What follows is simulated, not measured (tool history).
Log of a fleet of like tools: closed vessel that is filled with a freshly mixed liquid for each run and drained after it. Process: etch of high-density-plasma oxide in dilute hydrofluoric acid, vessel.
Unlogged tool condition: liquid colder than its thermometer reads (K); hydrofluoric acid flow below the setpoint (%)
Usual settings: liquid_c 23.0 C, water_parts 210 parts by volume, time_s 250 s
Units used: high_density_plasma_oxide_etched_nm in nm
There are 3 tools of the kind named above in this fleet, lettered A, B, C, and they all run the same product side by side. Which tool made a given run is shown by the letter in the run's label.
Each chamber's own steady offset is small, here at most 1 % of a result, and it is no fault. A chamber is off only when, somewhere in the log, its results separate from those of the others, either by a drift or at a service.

run   hour  liquid_c  water_parts  time_s  hours since the thermometer was replaced  hours since the hydrofluoric acid flow meter was replaced  read-back film thickness of the high-density-plasma oxide reference wafer, read on the same gauge (nm)  high_density_plasma_oxide_etched_nm
 1A    9.3      23.0          210     250                                     403.7                                                     1079.9                                                                                                  150.02                               8.4224
 2B   17.6      23.0          210     250                                    1449.5                                                      338.1                                                                                                  150.00                               8.5988
 3C   24.5      23.0          210     250                                     643.1                                                      434.5                                                                                                  149.99                               8.7855
 4B   39.1      23.0          210     250                                    1471.0                                                      359.6                                                                                                  150.03                               8.5144
 5C   52.5      23.0          210     250                                     671.1                                                      462.5                                                                                                  149.98                               8.6583
 6A   66.1      23.0          210     250                                     460.5                                                     1136.7                                                                                                  149.99                               8.5232
 7B   80.4      23.0          140     250                                    1512.3                                                      400.9                                                                                                  150.03                              14.0170
 8C   95.6      23.0          140     250                                     714.2                                                      505.6                                                                                                  150.01                              13.9540
 9A  106.4      23.0          140     250                                     500.8                                                     1177.0                                                                                                  150.00                              14.0980
     109.5  -- chamber A: thermometer replaced
10A  122.2      23.0          210     250                                      12.7                                                     1192.8                                                                                                  150.00                               8.3916
11B  135.0      23.0          210     250                                    1566.9                                                      455.5                                                                                                  150.00                               8.6293
12C  144.3      23.0          210     250                                     762.9                                                      554.3                                                                                                  149.98                               8.6766
13A  157.0      23.0          210     250                                      47.5                                                     1227.6                                                                                                  149.98                               8.4810
14B  167.4      23.0          210     250                                    1599.3                                                      487.9                                                                                                  150.00                               8.5453
15C  177.2      23.0          210     250                                     795.8                                                      587.2                                                                                                  149.98                               8.6607
16C  187.6      23.0          210     250                                     806.2                                                      597.6                                                                                                  149.99                               8.6268
17B  195.9      23.0          210     250                                    1627.8                                                      516.4                                                                                                  150.00                               8.3125
18A  206.6      23.0          210     250                                      97.1                                                     1277.2                                                                                                  149.96                               8.4311
19B  217.1      23.0          210     250                                    1649.0                                                      537.6                                                                                                  149.99                               8.4274
20C  231.1      23.0          210     250                                     849.7                                                      641.1                                                                                                  149.95                               8.6832
21A  242.4      23.0          210     250                                     132.9                                                     1313.0                                                                                                  150.01                               8.5129
22C  256.8      23.0          210     250                                     875.4                                                      666.8                                                                                                  150.04                               8.5118
23B  264.8      23.0          210     250                                    1696.7                                                      585.3                                                                                                  150.02                               8.2387
24A  280.2      23.0          210     250                                     170.7                                                     1350.8                                                                                                  150.05                               8.4639
25B  295.6      23.0          210     250                                    1727.5                                                      616.1                                                                                                  150.00                               8.0253
26C  310.4      23.0          210     250                                     929.0                                                      720.4                                                                                                  150.00                               8.5629

All 3 chambers run these settings next. Forecast each chamber's results:
27A  321.7      19.5          210     250                                                                                                                                                                                                                                                 ?
27B  321.7      19.5          210     250                                                                                                                                                                                                                                                 ?
27C  321.7      19.5          210     250                                                                                                                                                                                                                                                 ?

run  high_density_plasma_oxide_etched_nm
27A                               7.5341
27B                               7.0180
27C                               7.4881
